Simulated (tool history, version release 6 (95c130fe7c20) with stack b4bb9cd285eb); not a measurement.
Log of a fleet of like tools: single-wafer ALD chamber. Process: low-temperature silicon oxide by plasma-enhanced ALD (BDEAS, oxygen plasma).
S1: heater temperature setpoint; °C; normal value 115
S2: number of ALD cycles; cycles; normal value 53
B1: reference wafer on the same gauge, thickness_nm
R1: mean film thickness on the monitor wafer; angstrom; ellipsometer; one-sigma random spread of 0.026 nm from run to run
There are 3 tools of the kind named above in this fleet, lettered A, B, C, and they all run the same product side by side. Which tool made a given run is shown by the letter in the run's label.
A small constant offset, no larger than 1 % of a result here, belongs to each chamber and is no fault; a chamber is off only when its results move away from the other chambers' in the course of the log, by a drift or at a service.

{"run": "1A", "hour": 2.5, "S1": 115, "S2": 53, "B1": 7.626, "R1": 72.898}
{"run": "2C", "hour": 6.7, "S1": 115, "S2": 53, "B1": 7.631, "R1": 73.611}
{"run": "3B", "hour": 10.3, "S1": 115, "S2": 53, "B1": 7.6324, "R1": 73.314}
{"run": "4C", "hour": 13.1, "S1": 115, "S2": 53, "B1": 7.628, "R1": 73.868}
{"run": "5A", "hour": 17.2, "S1": 115, "S2": 53, "B1": 7.6238, "R1": 73.029}
{"run": "6B", "hour": 20.3, "S1": 115, "S2": 53, "B1": 7.6329, "R1": 73.164}
{"run": "7C", "hour": 23.5, "S1": 125, "S2": 53, "B1": 7.6288, "R1": 72.081}
{"run": "8B", "hour": 26.4, "S1": 125, "S2": 53, "B1": 7.6237, "R1": 72.374}
{"run": "9A", "hour": 30.3, "S1": 125, "S2": 53, "B1": 7.6259, "R1": 71.667}
{"run": "10C", "hour": 35.0, "S1": 105, "S2": 47, "B1": 7.6263, "R1": 66.516}
{"run": "11A", "hour": 39.4, "S1": 105, "S2": 47, "B1": 7.6286, "R1": 65.861}
{"run": "12B", "hour": 43.7, "S1": 105, "S2": 47, "B1": 7.6235, "R1": 66.497}
{"run": "13C", "hour": 47.9, "S1": 115, "S2": 53, "B1": 7.6278, "R1": 73.751}
{"run": "14B", "hour": 52.9, "S1": 115, "S2": 53, "B1": 7.6278, "R1": 73.429}
{"run": "15A", "hour": 56.0, "S1": 115, "S2": 53, "B1": 7.6301, "R1": 73.442}
{"run": "16B", "hour": 60.5, "S1": 115, "S2": 53, "B1": 7.6342, "R1": 73.48}
{"run": "17A", "hour": 64.4, "S1": 115, "S2": 53, "B1": 7.6271, "R1": 73.009}
{"run": "18C", "hour": 68.8, "S1": 115, "S2": 53, "B1": 7.6299, "R1": 73.949}
{"run": "19C", "hour": 71.1, "S1": 115, "S2": 53, "B1": 7.625, "R1": 73.674}
{"run": "20A", "hour": 74.4, "S1": 115, "S2": 60, "B1": 7.629, "R1": 83.067}
{"run": "21B", "hour": 77.6, "S1": 115, "S2": 60, "B1": 7.6303, "R1": 82.69}
{"run": "22B", "hour": 80.4, "S1": 115, "S2": 60, "B1": 7.6304, "R1": 82.711}
{"run": "23C", "hour": 82.8, "S1": 115, "S2": 60, "B1": 7.6272, "R1": 83.895}
{"run": "24A", "hour": 87.0, "S1": 115, "S2": 60, "B1": 7.6271, "R1": 82.642}
{"run": "25B", "hour": 91.2, "S1": 115, "S2": 60, "B1": 7.6346, "R1": 82.791}
{"run": "26A", "hour": 94.8, "S1": 115, "S2": 53, "B1": 7.6275, "R1": 73.355}
{"run": "27C", "hour": 98.3, "S1": 115, "S2": 53, "B1": 7.6245, "R1": 73.634}
{"run": "28A", "hour": 100.9, "S1": 115, "S2": 53, "B1": 7.6318, "R1": 73.373}
{"run": "29C", "hour": 103.8, "S1": 115, "S2": 53, "B1": 7.6334, "R1": 73.734}
{"run": "30B", "hour": 106.4, "S1": 115, "S2": 53, "B1": 7.6289, "R1": 73.714}
{"run": "31C", "hour": 109.0, "S1": 115, "S2": 53, "B1": 7.6239, "R1": 73.987}
{"run": "32A", "hour": 113.5, "S1": 115, "S2": 53, "B1": 7.6259, "R1": 73.038}
{"run": "33B", "hour": 117.1, "S1": 115, "S2": 53, "B1": 7.6264, "R1": 73.219}
{"run": "34C", "hour": 122.1, "S1": 115, "S2": 53, "B1": 7.6289, "R1": 73.781}
{"run": "35A", "hour": 127.0, "S1": 127, "S2": 58, "B1": 7.6356, "R1": 78.074}

Read the log: is a single chamber off, either drifting away or since a service, is the gauge that measures every chamber drifting, or is nothing wrong beyond small per-chamber offsets? Name any odd chamber and what most likely caused it.

No chamber is off and the gauge is stable; the differences are just each chamber's small, constant offset.

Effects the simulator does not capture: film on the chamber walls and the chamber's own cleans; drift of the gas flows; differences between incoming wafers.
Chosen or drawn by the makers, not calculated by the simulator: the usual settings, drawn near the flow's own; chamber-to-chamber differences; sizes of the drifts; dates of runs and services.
